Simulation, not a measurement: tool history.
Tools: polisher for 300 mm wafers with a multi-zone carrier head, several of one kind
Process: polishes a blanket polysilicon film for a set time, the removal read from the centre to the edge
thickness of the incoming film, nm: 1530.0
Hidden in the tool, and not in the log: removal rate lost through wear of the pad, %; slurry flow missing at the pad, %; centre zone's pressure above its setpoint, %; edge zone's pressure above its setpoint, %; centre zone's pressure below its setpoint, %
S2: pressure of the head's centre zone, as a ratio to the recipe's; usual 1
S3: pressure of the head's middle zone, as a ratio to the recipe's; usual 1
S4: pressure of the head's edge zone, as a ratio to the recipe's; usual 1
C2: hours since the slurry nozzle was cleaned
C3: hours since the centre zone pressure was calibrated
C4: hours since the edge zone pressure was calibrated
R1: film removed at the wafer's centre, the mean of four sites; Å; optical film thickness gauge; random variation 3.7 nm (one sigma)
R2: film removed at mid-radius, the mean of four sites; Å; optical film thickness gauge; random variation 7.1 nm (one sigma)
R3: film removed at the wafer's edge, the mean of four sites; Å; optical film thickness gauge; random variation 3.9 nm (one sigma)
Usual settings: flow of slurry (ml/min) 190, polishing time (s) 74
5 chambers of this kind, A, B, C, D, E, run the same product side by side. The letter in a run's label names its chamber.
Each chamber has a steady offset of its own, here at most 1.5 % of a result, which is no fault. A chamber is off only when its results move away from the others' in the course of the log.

{"run": "1D", "day": 0.167, "flow of slurry (ml/min)": 190, "S2": 1, "S3": 1, "S4": 1, "polishing time (s)": 74, "wafers polished on this pad": 679, "C2": 217.2, "C3": 112.7, "C4": 408.7, "R1": 5625.4, "R2": 5652.3, "R3": 5628.5}
{"day": 0.221, "done": "chamber B: slurry nozzle cleaned"}
{"run": "2A", "day": 0.296, "flow of slurry (ml/min)": 190, "S2": 1, "S3": 1, "S4": 1, "polishing time (s)": 74, "wafers polished on this pad": 243, "C2": 217.1, "C3": 614.4, "C4": 267.8, "R1": 5706.6, "R2": 5580.6, "R3": 5659.6}
{"run": "3C", "day": 0.392, "flow of slurry (ml/min)": 190, "S2": 1, "S3": 1, "S4": 1, "polishing time (s)": 74, "wafers polished on this pad": 318, "C2": 421.3, "C3": 264.2, "C4": 567.2, "R1": 5688.9, "R2": 5587.9, "R3": 5712.2}
{"run": "4E", "day": 0.542, "flow of slurry (ml/min)": 190, "S2": 1, "S3": 1, "S4": 1, "polishing time (s)": 74, "wafers polished on this pad": 217, "C2": 126.4, "C3": 494.3, "C4": 205.5, "R1": 5717.5, "R2": 5571.1, "R3": 5623.2}
{"run": "5B", "day": 0.679, "flow of slurry (ml/min)": 190, "S2": 1, "S3": 1, "S4": 1, "polishing time (s)": 74, "wafers polished on this pad": 1000, "C2": 11.1, "C3": 229.9, "C4": 703.2, "R1": 5631.6, "R2": 5529.8, "R3": 5689.3}
{"run": "6D", "day": 0.833, "flow of slurry (ml/min)": 190, "S2": 1, "S3": 1, "S4": 1, "polishing time (s)": 74, "wafers polished on this pad": 869, "C2": 233.2, "C3": 128.7, "C4": 424.7, "R1": 5666.1, "R2": 5737, "R3": 5618.2}
{"run": "7C", "day": 1.012, "flow of slurry (ml/min)": 190, "S2": 1, "S3": 1, "S4": 1, "polishing time (s)": 58, "wafers polished on this pad": 495, "C2": 436.2, "C3": 279.1, "C4": 582.1, "R1": 4472, "R2": 4650.1, "R3": 4470.3}
{"run": "8A", "day": 1.142, "flow of slurry (ml/min)": 190, "S2": 1, "S3": 1, "S4": 1, "polishing time (s)": 58, "wafers polished on this pad": 483, "C2": 237.4, "C3": 634.7, "C4": 288.1, "R1": 4470.2, "R2": 4481.7, "R3": 4376.2}
{"run": "9E", "day": 1.242, "flow of slurry (ml/min)": 190, "S2": 1, "S3": 1, "S4": 1, "polishing time (s)": 58, "wafers polished on this pad": 416, "C2": 143.2, "C3": 511.1, "C4": 222.3, "R1": 4515.9, "R2": 4491, "R3": 4444}
{"run": "10B", "day": 1.346, "flow of slurry (ml/min)": 190, "S2": 1, "S3": 1, "S4": 1, "polishing time (s)": 58, "wafers polished on this pad": 1189, "C2": 27.1, "C3": 245.9, "C4": 719.2, "R1": 4452.1, "R2": 4400.5, "R3": 4435.8}
{"day": 1.367, "done": "chamber B: worn pad replaced by a new one"}
{"run": "11A", "day": 1.525, "flow of slurry (ml/min)": 190, "S2": 1, "S3": 1, "S4": 1, "polishing time (s)": 58, "wafers polished on this pad": 593, "C2": 246.6, "C3": 643.9, "C4": 297.3, "R1": 4476.2, "R2": 4380, "R3": 4444.8}
{"run": "12B", "day": 1.696, "flow of slurry (ml/min)": 190, "S2": 1, "S3": 1, "S4": 1, "polishing time (s)": 74, "wafers polished on this pad": 94, "C2": 35.5, "C3": 254.3, "C4": 727.6, "R1": 5647.3, "R2": 5660.3, "R3": 5663.1}
{"run": "13C", "day": 1.8, "flow of slurry (ml/min)": 190, "S2": 1, "S3": 1, "S4": 1, "polishing time (s)": 74, "wafers polished on this pad": 719, "C2": 455.1, "C3": 298, "C4": 601, "R1": 5648.3, "R2": 5753.9, "R3": 5677.3}
{"run": "14E", "day": 1.975, "flow of slurry (ml/min)": 190, "S2": 1, "S3": 1, "S4": 1, "polishing time (s)": 74, "wafers polished on this pad": 625, "C2": 160.8, "C3": 528.7, "C4": 239.9, "R1": 5728.9, "R2": 5741.8, "R3": 5667.4}
{"run": "15D", "day": 2.071, "flow of slurry (ml/min)": 190, "S2": 1, "S3": 1, "S4": 1, "polishing time (s)": 74, "wafers polished on this pad": 1221, "C2": 262.9, "C3": 158.4, "C4": 454.4, "R1": 5664.9, "R2": 5678.8, "R3": 5550.9}
{"day": 2.146, "done": "chamber D: worn pad replaced by a new one"}
{"run": "16E", "day": 2.2, "flow of slurry (ml/min)": 190, "S2": 1, "S3": 1, "S4": 1, "polishing time (s)": 74, "wafers polished on this pad": 689, "C2": 166.2, "C3": 534.1, "C4": 245.3, "R1": 5732.6, "R2": 5654, "R3": 5578.5}
{"run": "17C", "day": 2.35, "flow of slurry (ml/min)": 190, "S2": 1, "S3": 1, "S4": 1, "polishing time (s)": 74, "wafers polished on this pad": 876, "C2": 468.3, "C3": 311.2, "C4": 614.2, "R1": 5698.1, "R2": 5783.8, "R3": 5723.1}
{"run": "18D", "day": 2.446, "flow of slurry (ml/min)": 190, "S2": 1, "S3": 1, "S4": 1, "polishing time (s)": 74, "wafers polished on this pad": 86, "C2": 271.9, "C3": 167.4, "C4": 463.4, "R1": 5656.1, "R2": 5563.4, "R3": 5584.5}
{"run": "19A", "day": 2.6, "flow of slurry (ml/min)": 190, "S2": 1, "S3": 1, "S4": 1, "polishing time (s)": 74, "wafers polished on this pad": 899, "C2": 272.4, "C3": 669.7, "C4": 323.1, "R1": 5717.3, "R2": 5578.2, "R3": 5696.6}
{"run": "20B", "day": 2.717, "flow of slurry (ml/min)": 190, "S2": 1, "S3": 1, "S4": 1, "polishing time (s)": 74, "wafers polished on this pad": 384, "C2": 60, "C3": 278.8, "C4": 752.1, "R1": 5660.1, "R2": 5622, "R3": 5682.5}
{"run": "21D", "day": 2.883, "flow of slurry (ml/min)": 190, "S2": 1, "S3": 1, "S4": 1, "polishing time (s)": 74, "wafers polished on this pad": 211, "C2": 282.4, "C3": 177.9, "C4": 473.9, "R1": 5642.4, "R2": 5678.8, "R3": 5608.2}
{"run": "22B", "day": 2.979, "flow of slurry (ml/min)": 190, "S2": 1, "S3": 1, "S4": 1, "polishing time (s)": 74, "wafers polished on this pad": 459, "C2": 66.3, "C3": 285.1, "C4": 758.4, "R1": 5675.8, "R2": 5663.3, "R3": 5621.3}
{"run": "23C", "day": 3.146, "flow of slurry (ml/min)": 190, "S2": 1, "S3": 1, "S4": 1, "polishing time (s)": 74, "wafers polished on this pad": 1102, "C2": 487.4, "C3": 330.3, "C4": 633.3, "R1": 5671.8, "R2": 5719.4, "R3": 5598.7}
{"run": "24A", "day": 3.325, "flow of slurry (ml/min)": 210, "S2": 1, "S3": 1, "S4": 1, "polishing time (s)": 95, "wafers polished on this pad": 1105, "C2": 289.8, "C3": 687.1, "C4": 340.5, "R1": 7380.4, "R2": 7340.3, "R3": 7283.1}
{"run": "25E", "day": 3.404, "flow of slurry (ml/min)": 210, "S2": 1, "S3": 1, "S4": 1, "polishing time (s)": 95, "wafers polished on this pad": 1032, "C2": 195.1, "C3": 563, "C4": 274.2, "R1": 7404.7, "R2": 7269.4, "R3": 7380.3}
{"day": 3.408, "done": "chamber E: worn pad replaced by a new one"}
{"day": 3.408, "done": "chamber E: slurry nozzle cleaned"}
{"run": "26B", "day": 3.521, "flow of slurry (ml/min)": 210, "S2": 1, "S3": 1, "S4": 1, "polishing time (s)": 95, "wafers polished on this pad": 613, "C2": 79.3, "C3": 298.1, "C4": 771.4, "R1": 7412.4, "R2": 7343.1, "R3": 7319.4}
{"run": "27E", "day": 3.604, "flow of slurry (ml/min)": 210, "S2": 1, "S3": 1, "S4": 1, "polishing time (s)": 95, "wafers polished on this pad": 56, "C2": 4.8, "C3": 567.8, "C4": 279, "R1": 7474.8, "R2": 7516.4, "R3": 7469.5}
{"day": 3.617, "done": "chamber E: edge zone pressure recalibrated"}
{"day": 3.646, "done": "chamber C: worn pad replaced by a new one"}
{"run": "28D", "day": 3.771, "flow of slurry (ml/min)": 210, "S2": 1, "S3": 1, "S4": 1, "polishing time (s)": 95, "wafers polished on this pad": 463, "C2": 303.7, "C3": 199.2, "C4": 495.2, "R1": 7363.5, "R2": 7406.6, "R3": 7234.6}
{"run": "29A", "day": 3.854, "flow of slurry (ml/min)": 190, "S2": 1, "S3": 1, "S4": 1, "polishing time (s)": 74, "wafers polished on this pad": 1256, "C2": 302.5, "C3": 699.8, "C4": 353.2, "R1": 5648.3, "R2": 5656.3, "R3": 5562.1}
{"run": "30C", "day": 4.025, "flow of slurry (ml/min)": 190, "S2": 1, "S3": 1, "S4": 1, "polishing time (s)": 74, "wafers polished on this pad": 108, "C2": 508.5, "C3": 351.4, "C4": 654.4, "R1": 5728.1, "R2": 5713.4, "R3": 5663}
{"run": "31A", "day": 4.125, "flow of slurry (ml/min)": 190, "S2": 1, "S3": 1, "S4": 1, "polishing time (s)": 74, "wafers polished on this pad": 1333, "C2": 309, "C3": 706.3, "C4": 359.7, "R1": 5658.3, "R2": 5683.1, "R3": 5540.2}
{"run": "32C", "day": 4.242, "flow of slurry (ml/min)": 190, "S2": 1, "S3": 1, "S4": 1, "polishing time (s)": 74, "wafers polished on this pad": 170, "C2": 513.7, "C3": 356.6, "C4": 659.6, "R1": 5669.2, "R2": 5556.3, "R3": 5707}
{"run": "33B", "day": 4.392, "flow of slurry (ml/min)": 190, "S2": 1, "S3": 1, "S4": 1, "polishing time (s)": 74, "wafers polished on this pad": 861, "C2": 100.2, "C3": 319, "C4": 792.3, "R1": 5566.8, "R2": 5781, "R3": 5683.2}
{"run": "34E", "day": 4.558, "flow of slurry (ml/min)": 190, "S2": 1, "S3": 1, "S4": 1, "polishing time (s)": 74, "wafers polished on this pad": 328, "C2": 27.7, "C3": 590.7, "C4": 22.7, "R1": 5743.4, "R2": 5643.6, "R3": 5662.1}
{"run": "35D", "day": 4.683, "flow of slurry (ml/min)": 190, "S2": 1, "S3": 1, "S4": 1.09, "polishing time (s)": 74, "wafers polished on this pad": 723, "C2": 325.6, "C3": 221.1, "C4": 517.1, "R1": 5665.7, "R2": 5618.4, "R3": 5849.9}
{"run": "36B", "day": 4.854, "flow of slurry (ml/min)": 190, "S2": 1, "S3": 1, "S4": 1.09, "polishing time (s)": 74, "wafers polished on this pad": 993, "C2": 111.3, "C3": 330.1, "C4": 803.4, "R1": 5634.6, "R2": 5539.7, "R3": 5989.9}
{"run": "37E", "day": 4.958, "flow of slurry (ml/min)": 190, "S2": 1, "S3": 1, "S4": 1.09, "polishing time (s)": 74, "wafers polished on this pad": 442, "C2": 37.3, "C3": 600.3, "C4": 32.3, "R1": 5662, "R2": 5535.8, "R3": 5891.4}
{"run": "38C", "day": 5.096, "flow of slurry (ml/min)": 190, "S2": 1, "S3": 1, "S4": 1.09, "polishing time (s)": 74, "wafers polished on this pad": 413, "C2": 534.2, "C3": 377.1, "C4": 680.1, "R1": 5685.2, "R2": 5748.8, "R3": 5960.2}
{"day": 5.158, "done": "chamber A: worn pad replaced by a new one"}
{"run": "39A", "day": 5.242, "flow of slurry (ml/min)": 190, "S2": 1, "S3": 1, "S4": 1.09, "polishing time (s)": 74, "wafers polished on this pad": 24, "C2": 335.8, "C3": 733.1, "C4": 386.5, "R1": 5710, "R2": 5658.2, "R3": 5854.7}
{"run": "40D", "day": 5.412, "flow of slurry (ml/min)": 190, "S2": 1, "S3": 1, "S4": 1, "polishing time (s)": 74, "wafers polished on this pad": 931, "C2": 343.1, "C3": 238.6, "C4": 534.6, "R1": 5635.8, "R2": 5579.4, "R3": 5643.7}
{"run": "41D", "day": 5.567, "flow of slurry (ml/min)": 190, "S2": 1, "S3": 1, "S4": 1, "polishing time (s)": 57, "wafers polished on this pad": 974, "C2": 346.8, "C3": 242.3, "C4": 538.3, "R1": 4426.2, "R2": 4370.6, "R3": 4272.7}

Next, every chamber runs the same settings. What will each give?
{"run": "42A", "day": 5.696, "flow of slurry (ml/min)": 130, "S2": 1, "S3": 1, "S4": 1, "polishing time (s)": 74, "R1": "?", "R2": "?", "R3": "?"}
{"run": "42B", "day": 5.696, "flow of slurry (ml/min)": 130, "S2": 1, "S3": 1, "S4": 1, "polishing time (s)": 74, "R1": "?", "R2": "?", "R3": "?"}
{"run": "42C", "day": 5.696, "flow of slurry (ml/min)": 130, "S2": 1, "S3": 1, "S4": 1, "polishing time (s)": 74, "R1": "?", "R2": "?", "R3": "?"}
{"run": "42D", "day": 5.696, "flow of slurry (ml/min)": 130, "S2": 1, "S3": 1, "S4": 1, "polishing time (s)": 74, "R1": "?", "R2": "?", "R3": "?"}
{"run": "42E", "day": 5.696, "flow of slurry (ml/min)": 130, "S2": 1, "S3": 1, "S4": 1, "polishing time (s)": 74, "R1": "?", "R2": "?", "R3": "?"}

run=42A R1=5237.7 R2=5241.9 R3=5376.3
run=42B R1=5222.4 R2=5289.9 R3=5425.3
run=42C R1=5251.6 R2=5366.4 R3=5393.3
run=42D R1=5277 R2=5420.4 R3=5383.6
run=42E R1=5230.8 R2=5301 R3=5442.7

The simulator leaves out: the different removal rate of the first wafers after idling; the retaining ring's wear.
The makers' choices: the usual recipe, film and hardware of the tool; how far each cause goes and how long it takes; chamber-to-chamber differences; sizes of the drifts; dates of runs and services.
